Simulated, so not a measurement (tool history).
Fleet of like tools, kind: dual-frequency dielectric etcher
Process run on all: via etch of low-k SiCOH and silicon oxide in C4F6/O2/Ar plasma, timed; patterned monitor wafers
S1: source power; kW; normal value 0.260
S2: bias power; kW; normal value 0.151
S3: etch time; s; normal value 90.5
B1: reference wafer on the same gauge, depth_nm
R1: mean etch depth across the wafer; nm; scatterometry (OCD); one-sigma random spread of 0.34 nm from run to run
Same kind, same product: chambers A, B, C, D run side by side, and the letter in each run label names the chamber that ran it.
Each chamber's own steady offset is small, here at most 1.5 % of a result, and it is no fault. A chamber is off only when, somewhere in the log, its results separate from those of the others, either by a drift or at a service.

run   hour     S1     S2     S3      B1      R1
 1A    7.0  0.260  0.151   90.5  233.96  201.48
 2C   11.9  0.260  0.151   90.5  233.90  199.98
      12.6  -- chamber B: wet clean of the chamber
 3D   18.9  0.260  0.151   90.5  233.84  199.54
 4B   23.0  0.260  0.151   90.5  233.82  202.80
 5B   29.7  0.260  0.151   90.5  233.76  203.46
 6A   33.1  0.260  0.151   90.5  233.79  202.44
 7C   39.8  0.260  0.151   90.5  233.50  199.32
 8D   43.4  0.260  0.151   90.5  233.58  200.73
 9B   50.1  0.260  0.151   90.5  233.53  202.92
10D   56.6  0.260  0.151   90.5  233.50  199.74
11C   61.7  0.260  0.151   90.5  233.48  199.74
12A   68.0  0.260  0.151   90.5  233.39  200.63
13C   73.0  0.300  0.151   90.5  233.39  210.46
14B   80.1  0.300  0.151   90.5  233.38  215.13
15D   86.9  0.300  0.151   90.5  233.22  211.32
16A   91.4  0.300  0.151   90.5  233.14  213.57
      94.3  -- chamber A: bias power generator calibrated
17A   96.1  0.260  0.184  115.0  233.11  272.30
18C  100.9  0.260  0.184  115.0  233.14  270.11
     103.9  -- chamber D: bias power generator calibrated
19B  104.2  0.260  0.184  115.0  233.05  274.55
20D  108.8  0.260  0.184  115.0  233.04  270.16
21A  112.9  0.260  0.151   90.5  233.00  201.68
22D  117.9  0.260  0.151   90.5  232.94  199.61
23B  123.0  0.260  0.151   90.5  232.89  202.47
24C  127.8  0.260  0.151   66.0  232.86  145.18
25C  132.4  0.260  0.151   66.0  232.82  144.90
26B  138.8  0.260  0.151   66.0  232.78  147.75
27D  144.4  0.260  0.151   66.0  232.78  144.86
28A  150.0  0.260  0.151   90.5  232.64  201.17
29B  156.8  0.260  0.151   90.5  232.71  202.46
30C  163.8  0.260  0.151   90.5  232.57  198.16
     164.0  -- chamber A: wet clean of the chamber
31D  169.9  0.260  0.151   90.5  232.45  198.80
32A  175.8  0.260  0.151   90.5  232.46  200.93

Next, every chamber runs the same settings. What will each give?
33A  181.0  0.260  0.151  90.5       ?
33B  181.0  0.260  0.151  90.5       ?
33C  181.0  0.260  0.151  90.5       ?
33D  181.0  0.260  0.151  90.5       ?

run      R1
33A  200.39
33B  202.06
33C  198.27
33D  198.99
